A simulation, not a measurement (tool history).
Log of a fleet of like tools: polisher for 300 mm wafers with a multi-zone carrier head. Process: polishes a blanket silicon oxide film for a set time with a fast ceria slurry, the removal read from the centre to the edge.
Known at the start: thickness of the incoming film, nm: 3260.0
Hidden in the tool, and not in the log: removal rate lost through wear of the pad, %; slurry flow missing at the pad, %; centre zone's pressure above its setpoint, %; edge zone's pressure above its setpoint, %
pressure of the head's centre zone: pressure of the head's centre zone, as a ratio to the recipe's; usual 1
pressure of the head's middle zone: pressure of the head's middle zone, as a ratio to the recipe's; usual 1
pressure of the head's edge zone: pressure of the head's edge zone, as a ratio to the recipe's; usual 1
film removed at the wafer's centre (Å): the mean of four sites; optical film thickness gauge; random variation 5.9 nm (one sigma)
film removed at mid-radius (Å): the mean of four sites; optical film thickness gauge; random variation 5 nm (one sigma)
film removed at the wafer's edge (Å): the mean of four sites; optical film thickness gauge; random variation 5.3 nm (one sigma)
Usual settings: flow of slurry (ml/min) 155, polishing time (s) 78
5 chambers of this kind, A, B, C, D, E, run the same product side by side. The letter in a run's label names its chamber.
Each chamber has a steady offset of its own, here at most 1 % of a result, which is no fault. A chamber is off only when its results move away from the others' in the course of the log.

run   hour  flow of slurry (ml/min)  pressure of the head's centre zone  pressure of the head's middle zone  pressure of the head's edge zone  polishing time (s)  wafers polished on this pad  hours since the slurry nozzle was cleaned  hours since the centre zone pressure was calibrated  hours since the edge zone pressure was calibrated  film removed at the wafer's centre (Å)  film removed at mid-radius (Å)  film removed at the wafer's edge (Å)
         1  -- chamber A: edge zone pressure recalibrated
 1C    4.8                      155                                   1                                   1                                 1                  78                          423                                      154.2                                                545.1                                              272.8                                  5179.8                          5302.5                                5185.5
 2D   11.4                      155                                   1                                   1                                 1                  78                          196                                      378.9                                                110.7                                             1283.9                                  5100.6                          5313.9                                5161.7
 3E   18.3                      155                                   1                                   1                                 1                  78                          579                                       60.8                                               1107.4                                              456.5                                  5159.9                          5161.4                                5174.6
        19  -- chamber A: worn pad replaced by a new one
 4A     26                      155                                   1                                   1                                 1                  78                           81                                       78.5                                               1107.8                                               25.1                                  5223.2                          5189.4                                5181.7
      27.9  -- chamber C: worn pad replaced by a new one
 5B   32.4                      155                                   1                                   1                                 1                  78                          731                                      326.5                                                  776                                              797.2                                  5083.5                            5176                                5271.4
 6B   39.5                      155                                   1                                   1                                 1                  78                          813                                      333.6                                                783.1                                              804.3                                  5273.9                          5159.9                                5193.9
 7A   45.9                      125                                   1                                   1                                 1                  78                          310                                       98.4                                               1127.7                                                 45                                  4975.9                          4983.2                                5020.6
 8E   54.2                      125                                   1                                   1                                 1                  78                          994                                       96.7                                               1143.3                                              492.4                                  4969.7                          4911.2                                  4931
      57.9  -- chamber D: worn pad replaced by a new one
 9D   60.5                      125                                   1                                   1                                 1                  78                           30                                        428                                                159.8                                               1333                                  4845.5                          4996.1                                4979.5
      60.8  -- chamber E: worn pad replaced by a new one
10C   64.8                      125                                   1                                   1                                 1                  78                          426                                      214.2                                                605.1                                              332.8                                  4988.8                          4957.4                                5000.3
11C   69.4                      125                                   1                                   1                                 1                  78                          479                                      218.8                                                609.7                                              337.4                                  4952.5                          5007.4                                5090.3
12B   73.3                      155                                   1                                   1                                 1                  78                         1203                                      367.4                                                816.9                                              838.1                                  5247.8                          5240.8                                5224.8
        76  -- chamber B: worn pad replaced by a new one
13D   80.6                      155                                   1                                   1                                 1                  78                          262                                      448.1                                                179.9                                             1353.1                                  5166.9                          5202.2                                5185.6
      83.3  -- chamber C: worn pad replaced by a new one
      84.5  -- chamber D: slurry nozzle cleaned
14A   89.1                      190                                 1.1                                   1                                 1                  78                          810                                      141.6                                               1170.9                                               88.2                                  6068.9                          5517.3                                5452.5
15E   96.3                      190                                 1.1                                   1                                 1                  78                          411                                      138.8                                               1185.4                                              534.5                                  6188.3                          5267.9                                5453.6
16D  100.3                      190                                 1.1                                   1                                 1                  78                          490                                       15.9                                                199.6                                             1372.8                                  5952.3                          5415.4                                5363.8
17A  104.7                      190                                 1.1                                   1                                 1                  78                          990                                      157.2                                               1186.5                                              103.8                                  5966.2                            5419                                5411.7
     107.7  -- chamber D: worn pad replaced by a new one
18E  113.1                      190                                 1.1                                   1                                 1                  78                          605                                      155.6                                               1202.2                                              551.3                                  6011.7                          5341.9                                5411.8
19C  121.4                      155                                   1                                   1                                 1                  78                          440                                      270.8                                                661.7                                              389.4                                  5229.1                          5109.3                                5220.8
20B  127.5                      155                                   1                                   1                                 1                  78                          594                                      421.6                                                871.1                                              892.3                                  5196.4                          5210.9                                5358.8
     130.9  -- chamber D: edge zone pressure recalibrated
21D  134.7                      155                                   1                                   1                                 1                  78                          312                                       50.3                                                  234                                                3.8                                  5216.8                          5160.6                                5197.4
     139.5  -- chamber C: worn pad replaced by a new one
     139.8  -- chamber E: edge zone pressure recalibrated
22A  140.4                      155                                   1                                   1                                 1                  78                         1402                                      192.9                                               1222.2                                              139.5                                  5285.7                          5239.5                                5142.3
     143.4  -- chamber C: centre zone pressure recalibrated
       144  -- chamber A: worn pad replaced by a new one
23B    149                      155                                   1                                   1                                 1                  78                          843                                      443.1                                                892.6                                              913.8                                  5215.2                            5312                                5266.9
24C  157.5                      155                                   1                                   1                                 1                  78                          208                                      306.9                                                 14.2                                              425.5                                  5259.1                          5178.6                                5190.1
25E  162.3                      155                                   1                                   1                                 1                  78                         1173                                      204.8                                               1251.4                                               22.5                                  5208.7                            5182                                5168.5
26B  168.2                      155                                   1                                   1                                 1                  78                         1065                                      462.3                                                911.8                                                933                                  5281.3                          5186.4                                  5276
     170.4  -- chamber D: worn pad replaced by a new one
27A  176.5                      155                                   1                                   1                                 1                  78                          375                                        229                                               1258.3                                              175.6                                  5254.7                          5319.1                                5174.3
     178.3  -- chamber E: worn pad replaced by a new one
       179  -- chamber A: centre zone pressure recalibrated
     179.6  -- chamber E: centre zone pressure recalibrated
28E    183                      155                                   1                                   1                                 1                  78                           54                                      225.5                                                  3.5                                               43.2                                  5918.7                          5125.2                                5161.3
29C  188.8                      155                                1.04                                   1                                 1                  78                          569                                      338.2                                                 45.5                                              456.8                                  5577.1                          5258.3                                5163.2
     191.1  -- chamber B: worn pad replaced by a new one
30D    197                      155                                1.04                                   1                                 1                  78                          308                                      112.6                                                296.3                                               66.1                                  5496.4                          5312.4                                5170.7
     204.3  -- chamber C: worn pad replaced by a new one
31E    205                      155                                1.04                                   1                                 1                  78                          308                                      247.5                                                 25.5                                               65.2                                  6148.7                          5222.4                                5104.3
32B  209.1                      155                                1.04                                   1                                 1                  78                          208                                      503.2                                                952.7                                              973.9                                  5366.6                          5164.8                                  5242
33C  213.5                      155                                1.04                                   1                                 1                  78                          106                                      362.9                                                 70.2                                              481.5                                  5426.6                          5222.1                                5226.4
34D  219.3                      155                                0.92                                1.05                                 1                  78                          565                                      134.9                                                318.6                                               88.4                                  4681.8                          5416.5                                5157.8
35A  223.5                      155                                0.92                                1.05                                 1                  78                          918                                        276                                                 44.6                                              222.6                                  4883.7                          5398.9                                5240.4
36A  231.1                      155                                0.92                                1.05                                 1                  78                         1006                                      283.6                                                 52.2                                              230.2                                  4762.3                          5550.7                                5303.2
     235.9  -- chamber D: worn pad replaced by a new one
37B  237.2                      155                                0.92                                1.05                                 1                  78                          533                                      531.3                                                980.8                                               1002                                  4799.7                          5436.4                                5225.7
38E  246.3                      155                                0.92                                1.05                                 1                  78                          785                                      288.8                                                 66.8                                              106.5                                  5304.6                          5377.3                                5157.2
39C  251.3                      155                                   1                                   1                                 1                  78                          543                                      400.7                                                  108                                              519.3                                    5302                          5168.6                                5186.3
40D  257.4                      155                                0.89                                   1                                 1                  97                          249                                        173                                                356.7                                              126.5                                  5631.2                          6420.2                                6411.4
       263  -- chamber D: centre zone pressure recalibrated
41C  263.9                      155                                0.89                                   1                                 1                  97                          688                                      413.3                                                120.6                                              531.9                                  5834.1                          6509.4                                  6504
42E  272.5                      155                                0.89                                   1                                 1                  97                         1088                                        315                                                   93                                              132.7                                  6297.4                          6377.4                                6457.5
     279.3  -- chamber B: edge zone pressure recalibrated
43B  280.6                      155                                0.89                                   1                                 1                  97                         1034                                      574.7                                               1024.2                                                1.3                                  5505.1                          6444.1                                6578.3
44D  285.4                      155                                0.89                                   1                                 1                  97                          572                                        201                                                 22.5                                              154.5                                  5615.6                            6321                                6423.8

What goes on in this fleet: one chamber off, a drifting gauge, or nothing beyond the chambers' own small offsets? Name the chamber and the cause, if any.

A service left chamber E off against the others.
Cause: centre zone's pressure above its setpoint, % = 10.9.

Here are 4 candidates for chamber E's next run, each the usual settings with a change, their results left as question marks. Which one brings its results back in line with what the others give on the usual settings?
In line means no further than this from the other chambers' mean on the usual settings: film removed at the wafer's centre (Å) 210; film removed at mid-radius (Å) 180; film removed at the wafer's edge (Å) 190
45E-1   292                      155                                0.97                                1.01                              1.01                  78                                                                                                                                                                                                                       ?                               ?                                     ?
45E-2   292                      155                                1.03                                0.99                              0.99                  78                                                                                                                                                                                                                       ?                               ?                                     ?
45E-3   292                      150                                0.92                                1.02                              1.03                  78                                                                                                                                                                                                                       ?                               ?                                     ?
45E-4   292                      160                                1.08                                0.98                              0.97                  78                                                                                                                                                                                                                       ?                               ?                                     ?

The other chambers' mean on the usual settings: film removed at the wafer's centre (Å) 5227; film removed at mid-radius (Å) 5218.9; film removed at the wafer's edge (Å) 5210.9
  run  film removed at the wafer's centre (Å)  film removed at mid-radius (Å)  film removed at the wafer's edge (Å)
45E-1                                  5609.8                          5253.1                                5214.8
45E-2                                  5992.2                          5154.4                                  5162
45E-3                                  5252.8                          5269.2                                5244.1
45E-4                                  6353.8                          5135.3                                5130.5
45E-3 brings the chamber back in line.

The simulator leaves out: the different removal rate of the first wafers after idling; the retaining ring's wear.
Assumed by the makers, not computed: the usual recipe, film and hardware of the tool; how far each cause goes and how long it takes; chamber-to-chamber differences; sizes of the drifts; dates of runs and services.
